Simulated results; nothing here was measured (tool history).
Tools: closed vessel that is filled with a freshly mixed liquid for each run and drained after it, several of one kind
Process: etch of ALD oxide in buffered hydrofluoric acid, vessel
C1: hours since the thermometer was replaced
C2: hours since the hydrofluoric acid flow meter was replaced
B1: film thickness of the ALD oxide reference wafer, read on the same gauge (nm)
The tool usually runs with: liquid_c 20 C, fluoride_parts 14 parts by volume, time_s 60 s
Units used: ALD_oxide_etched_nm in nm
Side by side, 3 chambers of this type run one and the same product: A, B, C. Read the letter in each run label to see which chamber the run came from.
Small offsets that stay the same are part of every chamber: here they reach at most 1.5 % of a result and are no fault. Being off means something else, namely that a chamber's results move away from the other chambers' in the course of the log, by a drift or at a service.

run 1B hour=8.2 | liquid_c=20 fluoride_parts=14 time_s=60 | C1=678.6 C2=165.7 | B1=40.028 | ALD_oxide_etched_nm=58.822
run 2A hour=15.3 | liquid_c=20 fluoride_parts=14 time_s=60 | C1=811.7 C2=501.5 | B1=40.017 | ALD_oxide_etched_nm=59.441
run 3C hour=21.7 | liquid_c=20 fluoride_parts=14 time_s=60 | C1=817.6 C2=365.4 | B1=39.962 | ALD_oxide_etched_nm=57.845
run 4A hour=28 | liquid_c=20 fluoride_parts=14 time_s=60 | C1=824.4 C2=514.2 | B1=40.052 | ALD_oxide_etched_nm=59.306
run 5B hour=38 | liquid_c=20 fluoride_parts=14 time_s=50 | C1=708.4 C2=195.5 | B1=39.964 | ALD_oxide_etched_nm=48.402
run 6C hour=43.9 | liquid_c=20 fluoride_parts=14 time_s=50 | C1=839.8 C2=387.6 | B1=39.952 | ALD_oxide_etched_nm=48.918
run 7B hour=52.7 | liquid_c=20 fluoride_parts=14 time_s=50 | C1=723.1 C2=210.2 | B1=40.019 | ALD_oxide_etched_nm=49.144
run 8C hour=59.6 | liquid_c=20 fluoride_parts=14 time_s=60 | C1=855.5 C2=403.3 | B1=39.988 | ALD_oxide_etched_nm=59.41
run 9A hour=66.1 | liquid_c=20 fluoride_parts=14 time_s=60 | C1=862.5 C2=552.3 | B1=40 | ALD_oxide_etched_nm=58.793
run 10A hour=73.8 | liquid_c=20 fluoride_parts=14 time_s=60 | C1=870.2 C2=560 | B1=40 | ALD_oxide_etched_nm=59.354
run 11B hour=84.6 | liquid_c=20 fluoride_parts=14 time_s=60 | C1=755 C2=242.1 | B1=40.031 | ALD_oxide_etched_nm=59.218
run 12C hour=90.2 | liquid_c=20 fluoride_parts=14 time_s=60 | C1=886.1 C2=433.9 | B1=39.988 | ALD_oxide_etched_nm=59.837
run 13C hour=97.5 | liquid_c=20 fluoride_parts=14 time_s=60 | C1=893.4 C2=441.2 | B1=39.991 | ALD_oxide_etched_nm=60.22
run 14A hour=106.1 | liquid_c=20 fluoride_parts=14 time_s=60 | C1=902.5 C2=592.3 | B1=40.002 | ALD_oxide_etched_nm=59.504
run 15B hour=113.1 | liquid_c=20 fluoride_parts=14 time_s=60 | C1=783.5 C2=270.6 | B1=39.979 | ALD_oxide_etched_nm=58.073
run 16B hour=120.3 | liquid_c=20 fluoride_parts=14 time_s=60 | C1=790.7 C2=277.8 | B1=39.976 | ALD_oxide_etched_nm=58.562
run 17A hour=128.3 | liquid_c=18.5 fluoride_parts=14 time_s=85 | C1=924.7 C2=614.5 | B1=40.05 | ALD_oxide_etched_nm=77.797
run 18C hour=140.6 | liquid_c=18.5 fluoride_parts=14 time_s=85 | C1=936.5 C2=484.3 | B1=39.982 | ALD_oxide_etched_nm=77.73
run 19A hour=147.5 | liquid_c=18.5 fluoride_parts=14 time_s=85 | C1=943.9 C2=633.7 | B1=39.967 | ALD_oxide_etched_nm=76.758
run 20B hour=159.4 | liquid_c=20 fluoride_parts=14 time_s=60 | C1=829.8 C2=316.9 | B1=39.986 | ALD_oxide_etched_nm=58.878

All 3 chambers run these settings next. Forecast each chamber's results:
run 21A hour=168.3 | liquid_c=20 fluoride_parts=18.5 time_s=60 | ALD_oxide_etched_nm=?
run 21B hour=168.3 | liquid_c=20 fluoride_parts=18.5 time_s=60 | ALD_oxide_etched_nm=?
run 21C hour=168.3 | liquid_c=20 fluoride_parts=18.5 time_s=60 | ALD_oxide_etched_nm=?

run=21A ALD_oxide_etched_nm=44.697
run=21B ALD_oxide_etched_nm=44.609
run=21C ALD_oxide_etched_nm=46.14
